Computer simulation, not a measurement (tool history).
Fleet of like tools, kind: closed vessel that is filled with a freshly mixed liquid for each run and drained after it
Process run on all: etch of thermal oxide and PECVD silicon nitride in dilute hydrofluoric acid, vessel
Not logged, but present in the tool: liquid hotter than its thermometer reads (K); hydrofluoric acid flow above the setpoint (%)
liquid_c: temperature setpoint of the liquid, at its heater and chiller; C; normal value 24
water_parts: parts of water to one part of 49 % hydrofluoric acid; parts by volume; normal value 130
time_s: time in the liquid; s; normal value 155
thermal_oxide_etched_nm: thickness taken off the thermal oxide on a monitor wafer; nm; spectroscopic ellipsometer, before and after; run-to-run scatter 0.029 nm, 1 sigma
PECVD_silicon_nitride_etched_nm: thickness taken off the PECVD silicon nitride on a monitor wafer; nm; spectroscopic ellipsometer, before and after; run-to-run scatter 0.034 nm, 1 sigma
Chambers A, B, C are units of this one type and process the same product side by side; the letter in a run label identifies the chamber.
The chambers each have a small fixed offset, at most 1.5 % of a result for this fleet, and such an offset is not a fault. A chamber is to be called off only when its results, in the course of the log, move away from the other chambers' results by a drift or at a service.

run,day,liquid_c,water_parts,time_s,hours since the thermometer was replaced,hours since the hydrofluoric acid flow meter was replaced,"read-back film thickness of the thermal oxide reference wafer, read on the same gauge (nm)","read-back film thickness of the PECVD silicon nitride reference wafer, read on the same gauge (nm)",thermal_oxide_etched_nm,PECVD_silicon_nitride_etched_nm
1A,0.15,24,130,155,1729.9,488.8,39.965,129.99,5.6829,2.1555
2B,0.358,24,130,155,1701.3,2064.5,39.997,129.99,5.5795,2.1348
3C,0.696,24,130,155,382.2,2408.1,40.007,130,5.5319,2.091
4A,0.875,24,130,155,1747.3,506.2,40.012,129.97,5.5934,2.0954
5B,1.079,24,130,155,1718.6,2081.8,40.006,130,5.5916,2.1061
6C,1.354,24,130,155,398,2423.9,40.036,130,5.5462,2.0986
7B,1.617,24,130,155,1731.5,2094.7,39.98,130,5.6022,2.0911
8C,1.85,22,130,95,409.9,2435.8,40.008,130.02,3.1345,1.1772
9A,2.162,22,130,95,1778.2,537.1,40.016,130.04,3.1667,1.1787
10B,2.317,22,130,95,1748.3,2111.5,39.986,130.02,3.1417,1.1597
11C,2.562,20,130,215,427,2452.9,40.013,130.03,6.5331,2.2252
12A,2.888,20,130,215,1795.6,554.5,40.002,130.03,6.6714,2.3424
13A,3.067,20,130,215,1799.9,558.8,40.007,129.98,6.6488,2.3072
14B,3.242,28,130,155,1770.5,2133.7,40.01,129.99,6.53,2.8131
15C,3.446,28,130,155,448.2,2474.1,40.015,130,6.4391,2.8423
# day 3.738: chamber A: thermometer replaced
16C,3.742,28,130,155,455.3,2481.2,40.019,130.01,6.5243,2.8846
17A,3.929,24,130,155,4.7,579.5,40.009,129.97,5.6527,2.1571
# day 4.046: chamber B: hydrofluoric acid flow meter replaced
18B,4.129,24,130,155,1791.8,2.1,39.98,129.98,5.6333,2.1861
19C,4.433,19.5,130,65,471.9,2497.8,40.004,130.05,1.9359,0.66715
20A,4.775,19.5,130,65,25,599.8,39.967,129.99,1.9818,0.66038
21B,5.054,19.5,130,65,1814,24.3,40.01,129.98,1.9999,0.66896
22A,5.379,24,130,155,39.5,614.3,39.992,130.02,5.6067,2.1597
23C,5.708,24,130,210,502.5,2528.4,40.006,129.95,7.4712,2.835
24B,6.012,24,130,210,1837,47.3,40.011,129.97,7.7271,2.9239
25C,6.292,24,130,210,516.5,2542.4,40.006,130,7.5009,2.9635
26A,6.617,24,130,155,69.2,644,40.022,130.01,5.6317,2.1904
27B,6.917,24,130,155,1858.7,69,39.988,129.99,5.6979,2.2741
# day 6.929: chamber C: hydrofluoric acid flow meter replaced
28B,7.25,24,130,155,1866.7,77,40.014,130,5.7649,2.2931
29C,7.558,24,130,155,546.9,15.1,39.994,129.99,5.5503,2.1233
30A,7.871,24,130,155,99.3,674.1,40.013,130.03,5.6312,2.1385
31C,8.108,24,130,155,560.1,28.3,40.011,129.99,5.544,2.1136
32A,8.404,24,130,155,112.1,686.9,40.011,129.99,5.5792,2.1062
33B,8.671,24,170,125,1900.8,111.1,39.964,130,3.4536,1.421
34B,8.829,24,170,125,1904.6,114.9,40.019,130.02,3.4318,1.4201
35C,9.092,24,170,125,583.7,51.9,39.997,130.03,3.261,1.3529

All chambers now run identical settings, listed one chamber a line with results as question marks. What results will each chamber show?
36A,9.338,24,130,155,,,,,?,?
36B,9.338,24,130,155,,,,,?,?
36C,9.338,24,130,155,,,,,?,?

run,thermal_oxide_etched_nm,PECVD_silicon_nitride_etched_nm
36A,5.594,2.1109
36B,5.857,2.2984
36C,5.5513,2.1682
